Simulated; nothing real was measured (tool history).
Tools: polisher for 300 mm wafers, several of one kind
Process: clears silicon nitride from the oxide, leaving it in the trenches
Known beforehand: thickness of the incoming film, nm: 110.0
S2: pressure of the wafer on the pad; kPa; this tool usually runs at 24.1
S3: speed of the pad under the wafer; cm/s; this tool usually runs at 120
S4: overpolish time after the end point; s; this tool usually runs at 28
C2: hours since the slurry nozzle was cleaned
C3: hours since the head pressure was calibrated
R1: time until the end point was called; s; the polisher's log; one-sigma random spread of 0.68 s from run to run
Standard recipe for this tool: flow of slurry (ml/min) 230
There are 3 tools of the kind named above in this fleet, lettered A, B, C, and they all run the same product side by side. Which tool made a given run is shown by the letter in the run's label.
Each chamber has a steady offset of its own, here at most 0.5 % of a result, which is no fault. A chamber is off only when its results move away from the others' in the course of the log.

{"hour": 1.7, "done": "chamber A: worn pad replaced by a new one"}
{"run": "1B", "hour": 3.8, "flow of slurry (ml/min)": 230, "S2": 24.1, "S3": 120, "S4": 28, "wafers polished on this pad": 424, "C2": 67.0, "C3": 299.4, "R1": 72.587}
{"run": "2C", "hour": 7.9, "flow of slurry (ml/min)": 230, "S2": 24.1, "S3": 120, "S4": 28, "wafers polished on this pad": 280, "C2": 602.7, "C3": 98.9, "R1": 73.124}
{"run": "3A", "hour": 11.9, "flow of slurry (ml/min)": 230, "S2": 24.1, "S3": 120, "S4": 28, "wafers polished on this pad": 50, "C2": 49.8, "C3": 355.6, "R1": 73.848}
{"run": "4B", "hour": 17.8, "flow of slurry (ml/min)": 230, "S2": 24.1, "S3": 120, "S4": 28, "wafers polished on this pad": 494, "C2": 81.0, "C3": 313.4, "R1": 73.92}
{"run": "5C", "hour": 23.3, "flow of slurry (ml/min)": 230, "S2": 24.1, "S3": 120, "S4": 28, "wafers polished on this pad": 357, "C2": 618.1, "C3": 114.3, "R1": 73.781}
{"run": "6A", "hour": 27.9, "flow of slurry (ml/min)": 230, "S2": 24.1, "S3": 120, "S4": 28, "wafers polished on this pad": 130, "C2": 65.8, "C3": 371.6, "R1": 73.786}
{"run": "7C", "hour": 34.7, "flow of slurry (ml/min)": 230, "S2": 24.1, "S3": 120, "S4": 28, "wafers polished on this pad": 413, "C2": 629.5, "C3": 125.7, "R1": 72.457}
{"run": "8A", "hour": 39.0, "flow of slurry (ml/min)": 230, "S2": 24.1, "S3": 120, "S4": 28, "wafers polished on this pad": 185, "C2": 76.9, "C3": 382.7, "R1": 74.735}
{"run": "9B", "hour": 44.8, "flow of slurry (ml/min)": 230, "S2": 24.1, "S3": 120, "S4": 28, "wafers polished on this pad": 628, "C2": 108.0, "C3": 340.4, "R1": 74.778}
{"run": "10B", "hour": 50.9, "flow of slurry (ml/min)": 230, "S2": 24.1, "S3": 120, "S4": 28, "wafers polished on this pad": 658, "C2": 114.1, "C3": 346.5, "R1": 73.722}
{"run": "11C", "hour": 54.1, "flow of slurry (ml/min)": 230, "S2": 24.1, "S3": 120, "S4": 28, "wafers polished on this pad": 510, "C2": 648.9, "C3": 145.1, "R1": 74.819}
{"run": "12A", "hour": 59.2, "flow of slurry (ml/min)": 230, "S2": 24.1, "S3": 120, "S4": 28, "wafers polished on this pad": 286, "C2": 97.1, "C3": 402.9, "R1": 73.149}
{"run": "13C", "hour": 63.3, "flow of slurry (ml/min)": 230, "S2": 24.1, "S3": 120, "S4": 28, "wafers polished on this pad": 556, "C2": 658.1, "C3": 154.3, "R1": 73.85}
{"run": "14A", "hour": 68.0, "flow of slurry (ml/min)": 230, "S2": 24.1, "S3": 120, "S4": 28, "wafers polished on this pad": 330, "C2": 105.9, "C3": 411.7, "R1": 73.722}
{"run": "15B", "hour": 72.0, "flow of slurry (ml/min)": 230, "S2": 24.1, "S3": 120, "S4": 28, "wafers polished on this pad": 763, "C2": 135.2, "C3": 367.6, "R1": 72.367}
{"run": "16B", "hour": 78.3, "flow of slurry (ml/min)": 230, "S2": 24.1, "S3": 120, "S4": 28, "wafers polished on this pad": 795, "C2": 141.5, "C3": 373.9, "R1": 72.22}
{"run": "17A", "hour": 82.1, "flow of slurry (ml/min)": 230, "S2": 24.1, "S3": 120, "S4": 28, "wafers polished on this pad": 400, "C2": 120.0, "C3": 425.8, "R1": 75.418}
{"run": "18C", "hour": 87.8, "flow of slurry (ml/min)": 230, "S2": 24.1, "S3": 120, "S4": 28, "wafers polished on this pad": 678, "C2": 682.6, "C3": 178.8, "R1": 74.27}
{"hour": 89.6, "done": "chamber C: slurry nozzle cleaned"}
{"run": "19B", "hour": 93.8, "flow of slurry (ml/min)": 230, "S2": 24.1, "S3": 120, "S4": 28, "wafers polished on this pad": 872, "C2": 157.0, "C3": 389.4, "R1": 71.307}
{"run": "20C", "hour": 97.6, "flow of slurry (ml/min)": 230, "S2": 24.1, "S3": 120, "S4": 28, "wafers polished on this pad": 726, "C2": 8.1, "C3": 188.6, "R1": 74.427}
{"hour": 99.4, "done": "chamber B: worn pad replaced by a new one"}
{"run": "21A", "hour": 102.7, "flow of slurry (ml/min)": 230, "S2": 24.1, "S3": 120, "S4": 28, "wafers polished on this pad": 502, "C2": 140.6, "C3": 446.4, "R1": 74.208}
{"run": "22A", "hour": 108.4, "flow of slurry (ml/min)": 230, "S2": 24.1, "S3": 120, "S4": 28, "wafers polished on this pad": 531, "C2": 146.3, "C3": 452.1, "R1": 74.445}
{"run": "23B", "hour": 113.2, "flow of slurry (ml/min)": 285, "S2": 24.1, "S3": 120, "S4": 19, "wafers polished on this pad": 68, "C2": 176.4, "C3": 408.8, "R1": 68.221}
{"run": "24C", "hour": 119.3, "flow of slurry (ml/min)": 285, "S2": 24.1, "S3": 120, "S4": 19, "wafers polished on this pad": 834, "C2": 29.8, "C3": 210.3, "R1": 72.167}
{"run": "25C", "hour": 123.4, "flow of slurry (ml/min)": 285, "S2": 24.1, "S3": 120, "S4": 19, "wafers polished on this pad": 855, "C2": 33.9, "C3": 214.4, "R1": 71.467}
{"run": "26A", "hour": 126.7, "flow of slurry (ml/min)": 230, "S2": 24.1, "S3": 120, "S4": 28, "wafers polished on this pad": 622, "C2": 164.6, "C3": 470.4, "R1": 74.978}
{"run": "27B", "hour": 132.7, "flow of slurry (ml/min)": 230, "S2": 24.1, "S3": 120, "S4": 28, "wafers polished on this pad": 165, "C2": 195.9, "C3": 428.3, "R1": 69.07}
{"run": "28C", "hour": 136.3, "flow of slurry (ml/min)": 230, "S2": 24.1, "S3": 120, "S4": 28, "wafers polished on this pad": 919, "C2": 46.8, "C3": 227.3, "R1": 74.443}
{"run": "29B", "hour": 139.6, "flow of slurry (ml/min)": 230, "S2": 24.1, "S3": 120, "S4": 28, "wafers polished on this pad": 200, "C2": 202.8, "C3": 435.2, "R1": 69.451}
{"run": "30A", "hour": 146.2, "flow of slurry (ml/min)": 230, "S2": 24.1, "S3": 120, "S4": 34, "wafers polished on this pad": 719, "C2": 184.1, "C3": 489.9, "R1": 75.577}
{"run": "31B", "hour": 149.5, "flow of slurry (ml/min)": 230, "S2": 24.1, "S3": 120, "S4": 34, "wafers polished on this pad": 249, "C2": 212.7, "C3": 445.1, "R1": 69.552}
{"run": "32A", "hour": 154.3, "flow of slurry (ml/min)": 230, "S2": 24.1, "S3": 120, "S4": 34, "wafers polished on this pad": 759, "C2": 192.2, "C3": 498.0, "R1": 74.071}
{"run": "33C", "hour": 158.2, "flow of slurry (ml/min)": 230, "S2": 24.1, "S3": 120, "S4": 28, "wafers polished on this pad": 1028, "C2": 68.7, "C3": 249.2, "R1": 74.358}
{"run": "34A", "hour": 162.1, "flow of slurry (ml/min)": 230, "S2": 24.1, "S3": 120, "S4": 28, "wafers polished on this pad": 798, "C2": 200.0, "C3": 505.8, "R1": 73.79}
{"run": "35B", "hour": 167.6, "flow of slurry (ml/min)": 230, "S2": 24.1, "S3": 120, "S4": 28, "wafers polished on this pad": 339, "C2": 230.8, "C3": 463.2, "R1": 68.037}
{"run": "36C", "hour": 172.9, "flow of slurry (ml/min)": 230, "S2": 24.1, "S3": 120, "S4": 28, "wafers polished on this pad": 1101, "C2": 83.4, "C3": 263.9, "R1": 73.569}
{"hour": 177.9, "done": "chamber C: worn pad replaced by a new one"}
{"run": "37A", "hour": 180.1, "flow of slurry (ml/min)": 230, "S2": 24.1, "S3": 120, "S4": 28, "wafers polished on this pad": 888, "C2": 218.0, "C3": 523.8, "R1": 74.123}
{"run": "38C", "hour": 183.4, "flow of slurry (ml/min)": 230, "S2": 24.1, "S3": 120, "S4": 28, "wafers polished on this pad": 27, "C2": 93.9, "C3": 274.4, "R1": 73.335}
{"run": "39B", "hour": 189.8, "flow of slurry (ml/min)": 230, "S2": 21.4, "S3": 120, "S4": 28, "wafers polished on this pad": 450, "C2": 253.0, "C3": 485.4, "R1": 75.892}

Is one chamber out of step, is the gauge drifting, or do the chambers differ by no more than their own small offsets? For an off chamber, give its letter and the likeliest cause.

It is chamber B that slowly wanders off from its peers.
Cause: head's pressure above its setpoint, % = 10.6.

Here are 4 candidates for chamber B's next run, each the usual settings with a change, their results left as question marks. Which one brings its results back in line with what the others give on the usual settings?
In line means no further than this from the other chambers' mean on the usual settings: R1 2.400 s
{"run": "40B-1", "hour": 195.0, "flow of slurry (ml/min)": 230, "S2": 24.1, "S3": 114, "S4": 28, "R1": "?"}
{"run": "40B-2", "hour": 195.0, "flow of slurry (ml/min)": 230, "S2": 24.8, "S3": 122, "S4": 28, "R1": "?"}
{"run": "40B-3", "hour": 195.0, "flow of slurry (ml/min)": 225, "S2": 24.1, "S3": 108, "S4": 28, "R1": "?"}
{"run": "40B-4", "hour": 195.0, "flow of slurry (ml/min)": 235, "S2": 26.9, "S3": 120, "S4": 28, "R1": "?"}

On the usual settings, the other chambers give on average: R1 73.990 s
run=40B-1 R1=70.166
run=40B-2 R1=63.697
run=40B-3 R1=74.319
run=40B-4 R1=59.694
The answer is 40B-3, which returns the chamber to within the allowed miss of the others.
